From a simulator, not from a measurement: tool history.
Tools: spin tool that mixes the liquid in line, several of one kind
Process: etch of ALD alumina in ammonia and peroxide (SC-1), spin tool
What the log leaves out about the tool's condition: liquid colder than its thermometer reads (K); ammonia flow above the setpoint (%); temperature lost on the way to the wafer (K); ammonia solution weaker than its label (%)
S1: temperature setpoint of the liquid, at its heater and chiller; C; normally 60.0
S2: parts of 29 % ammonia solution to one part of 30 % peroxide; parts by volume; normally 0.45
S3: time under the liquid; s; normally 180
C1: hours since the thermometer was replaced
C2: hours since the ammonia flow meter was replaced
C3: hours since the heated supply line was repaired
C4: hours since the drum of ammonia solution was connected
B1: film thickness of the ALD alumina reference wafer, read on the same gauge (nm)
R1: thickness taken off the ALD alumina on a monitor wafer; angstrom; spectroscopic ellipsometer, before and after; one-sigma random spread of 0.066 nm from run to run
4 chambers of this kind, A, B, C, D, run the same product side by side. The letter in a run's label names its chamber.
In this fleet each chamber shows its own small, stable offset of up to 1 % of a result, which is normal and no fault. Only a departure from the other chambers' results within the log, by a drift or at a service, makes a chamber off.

| run | hour | S1 | S2 | S3 | C1 | C2 | C3 | C4 | B1 | R1 |
|---|---|---|---|---|---|---|---|---|---|---|
| 1C | 12.1 | 60.0 | 0.45 | 180 | 894.3 | 130.9 | 1828.4 | 302.6 | 99.996 | 176.310 |
| 2D | 19.3 | 60.0 | 0.45 | 180 | 668.4 | 353.3 | 1470.5 | 24.0 | 99.998 | 173.580 |
| 3A | 28.4 | 60.0 | 0.45 | 180 | 962.9 | 389.0 | 940.3 | 222.4 | 99.993 | 175.590 |
| 4B | 41.2 | 60.0 | 0.45 | 180 | 1681.5 | 955.7 | 81.0 | 300.3 | 100.000 | 176.560 |
| 5D | 51.8 | 60.0 | 0.45 | 180 | 700.9 | 385.8 | 1503.0 | 56.5 | 100.010 | 174.400 |
| 6A | 62.8 | 60.0 | 0.45 | 180 | 997.3 | 423.4 | 974.7 | 256.8 | 99.993 | 176.200 |
| 7B | 74.9 | 51.0 | 0.45 | 180 | 1715.2 | 989.4 | 114.7 | 334.0 | 99.994 | 108.620 |
| 8C | 86.4 | 51.0 | 0.45 | 180 | 968.6 | 205.2 | 1902.7 | 376.9 | 100.010 | 109.210 |
| 9D | 93.6 | 51.0 | 0.45 | 180 | 742.7 | 427.6 | 1544.8 | 98.3 | 99.997 | 108.330 |
| 10A | 107.4 | 51.0 | 0.45 | 180 | 1041.9 | 468.0 | 1019.3 | 301.4 | 99.983 | 108.750 |
|  | 116.1 | chamber A: new drum of ammonia solution connected |
| 11C | 116.6 | 60.0 | 0.45 | 180 | 998.8 | 235.4 | 1932.9 | 407.1 | 100.010 | 174.680 |
| 12B | 125.4 | 64.5 | 0.45 | 180 | 1765.7 | 1039.9 | 165.2 | 384.5 | 100.010 | 220.700 |
| 13A | 137.6 | 64.5 | 0.45 | 180 | 1072.1 | 498.2 | 1049.5 | 21.5 | 99.987 | 220.140 |
| 14C | 144.7 | 64.5 | 0.45 | 180 | 1026.9 | 263.5 | 1961.0 | 435.2 | 99.979 | 221.490 |
| 15B | 152.4 | 64.5 | 0.45 | 180 | 1792.7 | 1066.9 | 192.2 | 411.5 | 99.996 | 221.070 |
| 16D | 162.7 | 60.0 | 0.45 | 180 | 811.8 | 496.7 | 1613.9 | 167.4 | 100.010 | 173.730 |
| 17A | 172.3 | 51.5 | 0.55 | 180 | 1106.8 | 532.9 | 1084.2 | 56.2 | 100.000 | 114.820 |
|  | 173.0 | chamber D: thermometer replaced |
| 18D | 183.0 | 51.5 | 0.55 | 180 | 10.1 | 517.0 | 1634.2 | 187.7 | 100.030 | 112.790 |
| 19C | 196.5 | 51.5 | 0.55 | 180 | 1078.7 | 315.3 | 2012.8 | 487.0 | 99.998 | 115.170 |
| 20B | 208.7 | 51.5 | 0.55 | 180 | 1849.0 | 1123.2 | 248.5 | 467.8 | 99.986 | 114.180 |
| 21B | 219.2 | 60.0 | 0.45 | 180 | 1859.5 | 1133.7 | 259.0 | 478.3 | 99.987 | 176.010 |
| 22D | 231.0 | 60.0 | 0.45 | 180 | 58.1 | 565.0 | 1682.2 | 235.7 | 99.997 | 174.650 |
|  | 233.2 | chamber B: new drum of ammonia solution connected |
| 23C | 244.1 | 57.0 | 0.45 | 110 | 1126.3 | 362.9 | 2060.4 | 534.6 | 99.976 | 92.215 |
| 24A | 251.3 | 57.0 | 0.45 | 110 | 1185.8 | 611.9 | 1163.2 | 135.2 | 100.010 | 92.198 |
| 25B | 261.1 | 57.0 | 0.45 | 110 | 1901.4 | 1175.6 | 300.9 | 27.9 | 99.989 | 91.495 |
|  | 267.2 | chamber A: thermometer replaced |
| 26C | 268.4 | 57.0 | 0.45 | 110 | 1150.6 | 387.2 | 2084.7 | 558.9 | 99.997 | 92.075 |
| 27D | 277.6 | 60.0 | 0.45 | 180 | 104.7 | 611.6 | 1728.8 | 282.3 | 100.030 | 174.510 |
| 28A | 291.8 | 60.0 | 0.45 | 180 | 24.6 | 652.4 | 1203.7 | 175.7 | 100.010 | 176.040 |
| 29C | 304.4 | 60.0 | 0.45 | 180 | 1186.6 | 423.2 | 2120.7 | 594.9 | 100.020 | 174.280 |
| 30A | 311.7 | 60.0 | 0.45 | 180 | 44.5 | 672.3 | 1223.6 | 195.6 | 100.010 | 176.530 |
|  | 311.9 | chamber B: thermometer replaced |
| 31D | 321.8 | 60.0 | 0.45 | 180 | 148.9 | 655.8 | 1773.0 | 326.5 | 99.982 | 175.460 |
|  | 327.1 | chamber B: ammonia flow meter replaced |
| 32B | 334.1 | 60.0 | 0.45 | 180 | 22.2 | 7.1 | 373.9 | 100.9 | 100.020 | 175.870 |
| 33A | 349.8 | 60.0 | 0.45 | 180 | 82.6 | 710.4 | 1261.7 | 233.7 | 99.989 | 176.630 |
| 34D | 361.9 | 60.0 | 0.45 | 180 | 189.0 | 695.9 | 1813.1 | 366.6 | 100.000 | 173.890 |
|  | 362.5 | chamber C: new drum of ammonia solution connected |
| 35C | 373.2 | 60.0 | 0.45 | 180 | 1255.4 | 492.0 | 2189.5 | 10.7 | 100.000 | 175.770 |
| 36B | 384.0 | 60.0 | 0.45 | 180 | 72.1 | 57.0 | 423.8 | 150.8 | 99.995 | 176.820 |
| 37C | 395.1 | 60.0 | 0.45 | 180 | 1277.3 | 513.9 | 2211.4 | 32.6 | 100.000 | 175.190 |
|  | 404.8 | chamber A: new drum of ammonia solution connected |
| 38D | 406.6 | 60.0 | 0.45 | 180 | 233.7 | 740.6 | 1857.8 | 411.3 | 99.978 | 174.750 |
| 39A | 421.7 | 60.0 | 0.45 | 180 | 154.5 | 782.3 | 1333.6 | 17.0 | 99.989 | 176.920 |
| 40B | 429.4 | 60.0 | 0.45 | 180 | 117.5 | 102.4 | 469.2 | 196.2 | 100.020 | 175.850 |
| 41B | 440.7 | 60.0 | 0.45 | 180 | 128.8 | 113.7 | 480.5 | 207.5 | 100.000 | 176.920 |

Is one chamber out of step, is the gauge drifting, or do the chambers differ by no more than their own small offsets? For an off chamber, give its letter and the likeliest cause.

Beyond each chamber's small constant offset nothing stands out, and the gauge stays steady.
